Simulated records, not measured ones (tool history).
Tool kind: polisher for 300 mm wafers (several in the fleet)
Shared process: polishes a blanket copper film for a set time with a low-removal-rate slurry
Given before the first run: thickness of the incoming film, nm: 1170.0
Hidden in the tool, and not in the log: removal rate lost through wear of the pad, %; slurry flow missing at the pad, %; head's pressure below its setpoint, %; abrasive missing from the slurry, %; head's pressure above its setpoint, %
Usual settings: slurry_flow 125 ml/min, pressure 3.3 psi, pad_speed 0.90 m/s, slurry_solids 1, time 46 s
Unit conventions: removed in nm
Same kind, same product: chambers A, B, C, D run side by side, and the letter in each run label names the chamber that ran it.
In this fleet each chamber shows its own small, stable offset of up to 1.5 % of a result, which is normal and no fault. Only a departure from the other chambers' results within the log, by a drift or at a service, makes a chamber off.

run,hour,slurry_flow,pressure,pad_speed,slurry_solids,time,wafers polished on this pad,hours since the slurry nozzle was cleaned,hours since the head pressure was calibrated,hours since the slurry blender was calibrated,removed
1A,3.7,125,3.3,0.90,1,46,452,101.2,197.8,153.9,139.04
2B,7.3,125,3.3,0.90,1,46,704,87.2,141.9,74.6,139.48
3C,13.6,125,3.3,0.90,1,46,291,44.1,867.3,226.2,140.05
# hour 19.9: chamber A: slurry blender recalibrated
4D,21.1,125,3.3,0.90,1,46,356,331.5,38.1,68.1,138.14
# hour 21.9: chamber B: worn pad replaced by a new one
5D,24.6,125,3.3,0.90,1,46,401,335.0,41.6,71.6,139.15
6A,29.0,125,3.3,0.90,1,46,774,126.5,223.1,9.1,138.66
7C,33.4,125,3.3,0.90,1,46,543,63.9,887.1,246.0,137.82
# hour 34.5: chamber A: worn pad replaced by a new one
8B,37.4,125,3.3,0.90,1,46,197,117.3,172.0,104.7,141.29
9D,43.6,125,3.3,0.90,1,46,642,354.0,60.6,90.6,139.49
10B,50.1,125,3.3,0.90,1,46,358,130.0,184.7,117.4,140.83
11C,54.5,125,3.3,0.90,1,46,811,85.0,908.2,267.1,139.59
12A,59.1,125,3.3,1.12,1,46,313,156.6,253.2,39.2,173.52
13D,64.0,125,3.3,1.12,1,46,902,374.4,81.0,111.0,172.55
14C,67.5,125,3.3,1.12,1,46,977,98.0,921.2,280.1,169.33
# hour 67.6: chamber C: worn pad replaced by a new one
# hour 68.5: chamber D: worn pad replaced by a new one
15B,71.0,125,3.3,1.12,1,46,624,150.9,205.6,138.3,172.94
16A,74.7,125,3.3,0.90,1,46,512,172.2,268.8,54.8,140.50
17A,78.3,125,3.3,0.90,1,46,557,175.8,272.4,58.4,140.36
18B,85.0,125,3.3,0.90,1,46,802,164.9,219.6,152.3,141.24
19C,90.9,125,3.3,0.90,1,46,297,121.4,944.6,303.5,135.43
20D,95.9,125,3.3,0.66,1,46,348,406.3,112.9,142.9,101.14
21C,100.2,125,3.3,0.66,1,46,415,130.7,953.9,312.8,98.07
# hour 103.5: chamber A: worn pad replaced by a new one
# hour 106.1: chamber D: slurry nozzle cleaned
22B,106.8,125,3.3,0.66,1,46,1080,186.7,241.4,174.1,103.97
# hour 110.3: chamber B: worn pad replaced by a new one
23A,114.0,125,3.3,0.66,1,46,134,211.5,308.1,94.1,101.38
24D,120.3,125,3.3,0.90,1,46,659,14.3,137.3,167.3,138.17
25A,125.0,125,3.3,0.90,1,46,273,222.5,319.1,105.1,139.82
26D,128.9,125,3.3,0.90,1,46,768,22.9,145.9,175.9,138.56
27C,132.8,125,3.3,0.90,1,46,829,163.3,986.5,345.4,132.69
28B,137.9,150,3.3,0.90,1,46,351,217.8,272.5,205.2,147.28

Is one chamber off against the others, does the gauge drift, or is nothing wrong? If a chamber is off, say which, and what the likeliest cause is.

It is chamber C that slowly wanders off from its peers.
Likeliest cause: abrasive missing from the slurry, % = 21.6.
From this log alone, it may not be told apart from: slurry flow missing at the pad, %; head's pressure below its setpoint, %.

Chamber C could run next with any of the 4 candidate recipes listed below; each alters the usual settings, and their results appear as question marks. Which one brings its results back in line with what the other chambers deliver on the usual settings?
Counts as in line when no further than this from what the other chambers average on the usual settings: removed 3.10 nm
29C-1,143.3,125,3.3,0.94,1,47,,,,,?
29C-2,143.3,125,3.1,0.84,1,46,,,,,?
29C-3,143.3,125,3.3,0.96,1,49,,,,,?
29C-4,143.3,125,3.3,0.90,1,43,,,,,?

Other chambers, usual settings, mean: removed 139.73 nm
run,removed
29C-1,140.67
29C-2,115.48
29C-3,149.78
29C-4,123.21
The right change is 29C-1: it brings the chamber back within the allowed miss of the others.
